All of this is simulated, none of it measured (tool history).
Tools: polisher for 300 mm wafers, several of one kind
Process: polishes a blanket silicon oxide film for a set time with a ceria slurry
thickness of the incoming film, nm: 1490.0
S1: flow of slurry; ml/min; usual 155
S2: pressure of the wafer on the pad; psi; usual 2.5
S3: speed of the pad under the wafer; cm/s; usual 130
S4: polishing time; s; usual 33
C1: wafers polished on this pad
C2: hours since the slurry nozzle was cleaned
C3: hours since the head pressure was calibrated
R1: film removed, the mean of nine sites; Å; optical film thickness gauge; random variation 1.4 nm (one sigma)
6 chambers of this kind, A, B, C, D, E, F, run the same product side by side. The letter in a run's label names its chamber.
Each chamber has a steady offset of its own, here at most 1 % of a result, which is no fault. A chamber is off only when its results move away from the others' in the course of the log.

| run | hour | S1 | S2 | S3 | S4 | C1 | C2 | C3 | R1 |
|---|---|---|---|---|---|---|---|---|---|
| 1E | 8.5 | 155 | 2.5 | 130 | 33 | 446 | 344.9 | 314.8 | 1340.1 |
|  | 9.5 | chamber D: worn pad replaced by a new one |
|  | 21 | chamber C: head pressure recalibrated |
| 2A | 21 | 155 | 2.5 | 130 | 33 | 851 | 205.2 | 36.9 | 1335.2 |
|  | 26.7 | chamber A: worn pad replaced by a new one |
| 3B | 32.1 | 155 | 2.5 | 130 | 33 | 779 | 32.2 | 49.5 | 1343.9 |
|  | 38.3 | chamber C: worn pad replaced by a new one |
| 4C | 42.2 | 155 | 2.5 | 130 | 33 | 48 | 127.8 | 21.3 | 1320.9 |
|  | 43.9 | chamber B: worn pad replaced by a new one |
| 5F | 49.4 | 155 | 2.5 | 130 | 33 | 1121 | 123.1 | 120.4 | 1339.3 |
|  | 56.5 | chamber E: worn pad replaced by a new one |
| 6D | 58.1 | 155 | 2.5 | 130 | 33 | 587 | 242.2 | 130.2 | 1323.4 |
|  | 64.5 | chamber F: worn pad replaced by a new one |
| 7C | 69.9 | 155 | 2.5 | 130 | 33 | 382 | 155.5 | 49 | 1329.9 |
| 8D | 81.5 | 155 | 2.5 | 130 | 33 | 870 | 265.6 | 153.6 | 1309.9 |
| 9A | 90.1 | 155 | 2.5 | 130 | 33 | 766 | 274.3 | 106 | 1339.6 |
|  | 91.1 | chamber D: worn pad replaced by a new one |
| 10F | 99.9 | 180 | 1.6 | 130 | 33 | 428 | 173.6 | 170.9 | 847.99 |
|  | 104.6 | chamber D: slurry nozzle cleaned |
| 11B | 106.1 | 180 | 1.6 | 130 | 33 | 751 | 106.2 | 123.5 | 870.2 |
|  | 108.6 | chamber A: worn pad replaced by a new one |
|  | 110.6 | chamber B: worn pad replaced by a new one |
|  | 113.3 | chamber A: slurry nozzle cleaned |
| 12E | 114.5 | 180 | 1.6 | 130 | 33 | 701 | 450.9 | 420.8 | 875.58 |
|  | 117 | chamber C: worn pad replaced by a new one |
| 13C | 124.2 | 180 | 1.6 | 130 | 33 | 88 | 209.8 | 103.3 | 873.27 |
| 14D | 136.7 | 180 | 1.6 | 130 | 33 | 551 | 32.1 | 208.8 | 872.6 |
|  | 145.2 | chamber E: worn pad replaced by a new one |
| 15B | 145.2 | 180 | 1.6 | 130 | 33 | 418 | 145.3 | 162.6 | 870.9 |
| 16A | 152.4 | 155 | 2.5 | 130 | 33 | 529 | 39.2 | 168.3 | 1330.7 |
| 17F | 164 | 155 | 2.5 | 130 | 33 | 1202 | 237.7 | 235 | 1340.7 |
|  | 166.5 | chamber D: worn pad replaced by a new one |
| 18E | 175.8 | 155 | 2.5 | 130 | 33 | 369 | 512.2 | 482.1 | 1324.4 |
|  | 179 | chamber F: worn pad replaced by a new one |
|  | 179.1 | chamber B: worn pad replaced by a new one |
| 19C | 186.7 | 155 | 2.5 | 102 | 33 | 842 | 272.3 | 165.8 | 1035 |
|  | 191.6 | chamber A: worn pad replaced by a new one |
| 20A | 194.1 | 155 | 2.5 | 102 | 33 | 31 | 80.9 | 210 | 1053.2 |
|  | 194.3 | chamber C: worn pad replaced by a new one |
| 21D | 200.7 | 155 | 2.5 | 102 | 33 | 413 | 96.1 | 272.8 | 1019.9 |
|  | 204.8 | chamber E: slurry nozzle cleaned |
| 22E | 213.5 | 155 | 2.5 | 102 | 33 | 825 | 8.7 | 519.8 | 1045.2 |
| 23F | 220.8 | 155 | 2.5 | 102 | 33 | 505 | 294.5 | 291.8 | 1066.7 |
|  | 227.6 | chamber E: worn pad replaced by a new one |
| 24B | 232.4 | 155 | 2.5 | 102 | 33 | 644 | 232.5 | 249.8 | 1045.5 |
|  | 235.5 | chamber D: worn pad replaced by a new one |
| 25E | 242.7 | 155 | 2.5 | 130 | 33 | 183 | 37.9 | 549 | 1353.3 |
|  | 250.2 | chamber B: worn pad replaced by a new one |
| 26A | 250.7 | 110 | 1.8 | 130 | 33 | 714 | 137.5 | 266.6 | 900.26 |
|  | 257.4 | chamber A: worn pad replaced by a new one |
| 27F | 259.9 | 110 | 1.8 | 130 | 33 | 977 | 333.6 | 330.9 | 895.33 |
|  | 260.7 | chamber C: worn pad replaced by a new one |
| 28B | 270 | 110 | 1.8 | 130 | 33 | 240 | 270.1 | 287.4 | 904.13 |
| 29C | 280.4 | 110 | 1.8 | 130 | 33 | 239 | 366 | 259.5 | 879.14 |
| 30D | 290.6 | 110 | 1.8 | 130 | 33 | 665 | 186 | 362.7 | 872.84 |
| 31E | 297.8 | 110 | 1.8 | 130 | 33 | 848 | 93 | 604.1 | 888.17 |
|  | 305.9 | chamber F: worn pad replaced by a new one |
| 32D | 306.4 | 155 | 2.5 | 130 | 33 | 856 | 201.8 | 378.5 | 1310.4 |
|  | 313.2 | chamber B: worn pad replaced by a new one |
| 33B | 313.6 | 155 | 2.5 | 130 | 33 | 5 | 313.7 | 331 | 1340.7 |
|  | 319.9 | chamber D: worn pad replaced by a new one |
|  | 322 | chamber A: worn pad replaced by a new one |
| 34C | 325.7 | 185 | 2.8 | 130 | 33 | 786 | 411.3 | 304.8 | 1502.4 |
| 35F | 332.2 | 185 | 2.8 | 130 | 33 | 317 | 405.9 | 403.2 | 1530.7 |
|  | 336.2 | chamber D: slurry nozzle cleaned |
|  | 338.5 | chamber D: head pressure recalibrated |
|  | 343.6 | chamber C: worn pad replaced by a new one |
| 36A | 345.5 | 185 | 2.8 | 130 | 33 | 284 | 232.3 | 361.4 | 1551.4 |
| 37C | 353.9 | 185 | 2.8 | 130 | 33 | 125 | 439.5 | 333 | 1542.4 |
| 38D | 361.8 | 185 | 2.8 | 130 | 33 | 507 | 25.6 | 23.3 | 1526.2 |

What goes on in this fleet: one chamber off, a drifting gauge, or nothing beyond the chambers' own small offsets? Name the chamber and the cause, if any.

No chamber stands off beyond its own small offset, and the gauge holds steady.
